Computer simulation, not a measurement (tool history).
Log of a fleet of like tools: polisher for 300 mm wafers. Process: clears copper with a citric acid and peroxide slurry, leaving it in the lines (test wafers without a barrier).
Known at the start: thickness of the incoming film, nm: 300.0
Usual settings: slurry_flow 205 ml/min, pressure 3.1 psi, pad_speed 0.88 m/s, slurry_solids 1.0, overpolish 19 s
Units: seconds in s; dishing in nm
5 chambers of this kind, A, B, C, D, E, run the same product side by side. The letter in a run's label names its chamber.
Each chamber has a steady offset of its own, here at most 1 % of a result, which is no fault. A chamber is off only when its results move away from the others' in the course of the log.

run	hour	slurry_flow	pressure	pad_speed	slurry_solids	overpolish	wafers polished on this pad	hours since the slurry nozzle was cleaned	hours since the head pressure was calibrated	hours since the slurry blender was calibrated	seconds	dishing
# hour 2.7: chamber A: slurry nozzle cleaned
1B	9.8	205	3.1	0.88	1.0	19	523	515.8	73.7	137.8	166.21	24.3200
2D	19.5	205	3.1	0.88	1.0	19	1031	521.3	460.4	64.1	170.35	24.4600
3C	28.6	205	3.1	0.88	1.0	19	803	358.4	680.3	115.8	172.24	24.0980
# hour 29.5: chamber C: worn pad replaced by a new one
# hour 32.7: chamber D: worn pad replaced by a new one
4A	39.7	205	3.1	0.88	1.0	19	808	37.0	163.4	509.7	167.34	24.2490
5E	48.6	205	3.1	0.88	1.0	19	529	500.5	381.1	176.9	174.09	24.1510
6B	54.0	205	3.1	0.88	1.0	19	717	560.0	117.9	182.0	167.26	23.7000
# hour 54.6: chamber C: slurry nozzle cleaned
# hour 62.0: chamber A: slurry blender recalibrated
7C	62.9	205	3.1	0.88	1.0	19	146	8.3	714.6	150.1	171.86	23.8850
8E	69.1	205	3.1	0.88	1.0	19	619	521.0	401.6	197.4	168.73	24.1220
9A	75.5	205	3.1	0.88	1.0	19	966	72.8	199.2	13.6	166.68	24.2820
10D	83.5	205	3.1	0.88	1.0	19	223	585.3	524.4	128.1	169.22	24.3410
11C	89.0	205	3.1	0.88	1.0	19	261	34.4	740.7	176.2	169.03	24.0830
# hour 94.5: chamber E: worn pad replaced by a new one
12E	96.9	205	3.1	0.88	1.0	19	10	548.8	429.4	225.2	170.03	24.5110
# hour 97.0: chamber A: worn pad replaced by a new one
13B	107.4	205	3.1	0.88	1.0	19	952	613.4	171.3	235.4	168.36	24.1180
# hour 113.3: chamber C: slurry blender recalibrated
14A	115.6	205	3.1	0.88	1.0	19	81	112.9	239.3	53.7	171.13	24.2610
# hour 118.6: chamber B: slurry blender recalibrated
15D	124.6	205	3.1	0.88	1.0	19	404	626.4	565.5	169.2	161.96	24.3060
16A	130.0	205	3.1	0.88	1.0	19	145	127.3	253.7	68.1	171.68	24.5700
17D	137.2	205	3.1	0.88	1.0	19	459	639.0	578.1	181.8	164.61	24.3790
18B	142.6	205	3.1	0.88	1.0	19	1106	648.6	206.5	24.0	171.97	24.5320
19E	149.8	205	3.1	0.88	1.0	19	243	601.7	482.3	278.1	170.31	24.5860
20C	158.7	205	3.1	0.66	1.0	8	567	104.1	810.4	45.5	228.27	8.1710
21C	165.7	205	3.1	0.66	1.0	8	598	111.1	817.4	52.5	221.15	8.3977
22A	173.4	205	3.1	0.66	1.0	8	335	170.7	297.1	111.5	220.46	8.3625
23D	178.5	205	3.1	0.66	1.0	8	640	680.3	619.4	223.1	224.98	8.2081
# hour 180.4: chamber B: worn pad replaced by a new one
24B	183.9	205	3.1	0.66	1.0	8	15	689.9	247.8	65.3	222.15	8.0824
# hour 185.2: chamber D: slurry nozzle cleaned
25E	189.6	205	3.1	0.88	1.0	19	418	641.5	522.1	317.9	173.99	24.5950
26D	199.0	205	3.1	0.88	1.0	19	731	13.9	639.9	243.6	172.34	23.4650
27B	205.7	205	3.1	0.88	1.0	19	111	711.7	269.6	87.1	163.73	24.2340
28E	215.3	205	3.1	0.88	1.0	19	531	667.2	547.8	343.6	175.18	24.5270
29A	225.9	205	3.1	0.76	1.0	19	566	223.2	349.6	164.0	198.14	21.3540
# hour 230.0: chamber E: slurry nozzle cleaned
# hour 231.4: chamber C: worn pad replaced by a new one
30C	231.8	205	3.1	0.76	1.0	19	1	177.2	883.5	118.6	197.32	21.0750
# hour 234.2: chamber D: slurry blender recalibrated
31B	237.8	205	3.1	0.76	1.0	19	252	743.8	301.7	119.2	195.46	21.1370
32E	244.6	205	3.1	0.76	1.0	19	660	14.7	577.1	372.9	202.22	21.5090
33D	252.3	205	3.1	0.76	1.0	19	965	67.2	693.2	18.1	191.00	20.9370
34C	260.0	205	3.1	0.88	1.1	9	125	205.4	911.7	146.8	166.23	12.4460
35A	266.0	205	3.1	0.88	1.1	9	742	263.3	389.7	204.1	160.94	12.3100
# hour 271.6: chamber B: head pressure recalibrated
36B	272.5	205	3.1	0.88	1.1	9	405	778.5	1.0	153.9	163.81	12.5270

What goes on in this fleet: one chamber off, a drifting gauge, or nothing beyond the chambers' own small offsets? Name the chamber and the cause, if any.

No chamber stands off beyond its own small offset, and the gauge holds steady.
